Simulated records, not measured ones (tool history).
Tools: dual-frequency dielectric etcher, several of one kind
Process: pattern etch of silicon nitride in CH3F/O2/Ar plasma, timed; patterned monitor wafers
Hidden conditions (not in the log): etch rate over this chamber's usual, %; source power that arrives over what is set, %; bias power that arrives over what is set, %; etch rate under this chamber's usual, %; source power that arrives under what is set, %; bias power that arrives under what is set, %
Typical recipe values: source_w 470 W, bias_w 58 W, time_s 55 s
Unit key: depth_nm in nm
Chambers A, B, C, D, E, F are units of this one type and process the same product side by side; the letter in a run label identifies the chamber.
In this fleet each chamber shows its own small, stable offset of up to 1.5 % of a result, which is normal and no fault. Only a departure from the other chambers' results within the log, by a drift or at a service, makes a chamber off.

run	hour	source_w	bias_w	time_s	hours since the last wet clean	hours since the last source power generator calibration	hours since the last bias power generator calibration	read-back reference wafer on the same gauge, depth_nm	depth_nm
1B	5.9	470	58	55	132.1	2838.3	114.4	45.559	38.028
2C	11.2	470	58	55	528.1	3827.3	1054.6	45.461	38.426
3E	17.4	470	58	55	278.8	747	2508.8	45.496	38.134
4A	23.5	470	58	55	270.3	1572.5	3136.2	45.596	38.125
5F	28.9	470	58	55	418.5	3791.1	2155.5	45.568	37.931
6D	32.5	470	58	55	231.4	1044.2	1406.8	45.567	37.925
7B	38.4	470	58	55	164.6	2870.8	146.9	45.426	38.039
8F	42.3	560	52	55	431.9	3804.5	2168.9	45.46	39.156
9D	47	560	52	55	245.9	1058.7	1421.3	45.477	39.147
10C	53.6	560	52	55	570.5	3869.7	1097	45.554	39.903
11E	57.9	560	52	55	319.3	787.5	2549.3	45.495	39.185
12A	61.1	560	52	55	307.9	1610.1	3173.8	45.442	40.07
13E	66.6	560	52	55	328	796.2	2558	45.521	39.532
14F	73.1	470	58	55	462.7	3835.3	2199.7	45.539	37.849
15A	79.2	470	58	55	326	1628.2	3191.9	45.639	37.739
16D	82.3	470	58	55	281.2	1094	1456.6	45.512	37.94
# hour 87.8: chamber A: bias power generator calibrated
17B	87.8	470	58	55	214	2920.2	196.3	45.453	38.145
18C	91.1	470	58	55	608	3907.2	1134.5	45.452	39.246
19D	95.5	470	58	55	294.4	1107.2	1469.8	45.4	38.197
20C	98.8	470	58	55	615.7	3914.9	1142.2	45.398	38.159
21A	102.9	470	58	55	349.7	1651.9	15.1	45.517	38.224
22F	108.7	470	58	55	498.3	3870.9	2235.3	45.456	37.606
23E	114.8	470	58	55	376.2	844.4	2606.2	45.477	38.223
24B	119.3	470	58	55	245.5	2951.7	227.8	45.533	37.579
# hour 120.5: chamber A: wet clean of the chamber
# hour 121.8: chamber F: wet clean of the chamber
25B	124.4	470	58	55	250.6	2956.8	232.9	45.407	37.683
# hour 126.9: chamber C: wet clean of the chamber
26D	130.9	470	58	55	329.8	1142.6	1505.2	45.511	38.42
27E	137.5	470	58	55	398.9	867.1	2628.9	45.467	38.285
28C	143.4	470	58	55	16.5	3959.5	1186.8	45.636	38.684
# hour 145.1: chamber A: source power generator calibrated
29F	149.2	470	58	55	27.4	3911.4	2275.8	45.442	37.972
30A	155.6	470	58	55	35.2	10.6	67.8	45.464	38.362
31E	159.1	470	58	55	420.5	888.7	2650.5	45.452	38.089
32A	164.5	470	58	55	44.1	19.5	76.7	45.515	38.392
33B	171	470	58	55	297.2	3003.4	279.5	45.527	38.202
34D	175.7	470	67	49.5	374.6	1187.4	1550	45.469	36.277
35F	182.8	470	67	49.5	61	3945	2309.4	45.511	35.338
36C	187.4	470	67	49.5	60.5	4003.5	1230.8	45.488	36.614
37F	191.9	470	67	49.5	70.1	3954.1	2318.5	45.606	35.411
38B	196.1	470	67	49.5	322.3	3028.5	304.6	45.496	35.86
39E	202.5	470	67	49.5	463.9	932.1	2693.9	45.563	36.026
40A	207.9	470	58	55	87.5	62.9	120.1	45.605	38.2
41C	213	470	58	55	86.1	4029.1	1256.4	45.49	37.875
42D	217.2	470	58	55	416.1	1228.9	1591.5	45.501	37.592
43E	221.1	470	58	55	482.5	950.7	2712.5	45.476	37.923
44A	225.5	470	58	55	105.1	80.5	137.7	45.506	38.104

Next, all 6 chambers run the settings below, one line each with question marks for the results. What does each chamber give?
45A	230.6	470	53	55					?
45B	230.6	470	53	55					?
45C	230.6	470	53	55					?
45D	230.6	470	53	55					?
45E	230.6	470	53	55					?
45F	230.6	470	53	55					?

run	depth_nm
45A	37.541
45B	36.817
45C	37.32
45D	37
45E	37.261
45F	36.774

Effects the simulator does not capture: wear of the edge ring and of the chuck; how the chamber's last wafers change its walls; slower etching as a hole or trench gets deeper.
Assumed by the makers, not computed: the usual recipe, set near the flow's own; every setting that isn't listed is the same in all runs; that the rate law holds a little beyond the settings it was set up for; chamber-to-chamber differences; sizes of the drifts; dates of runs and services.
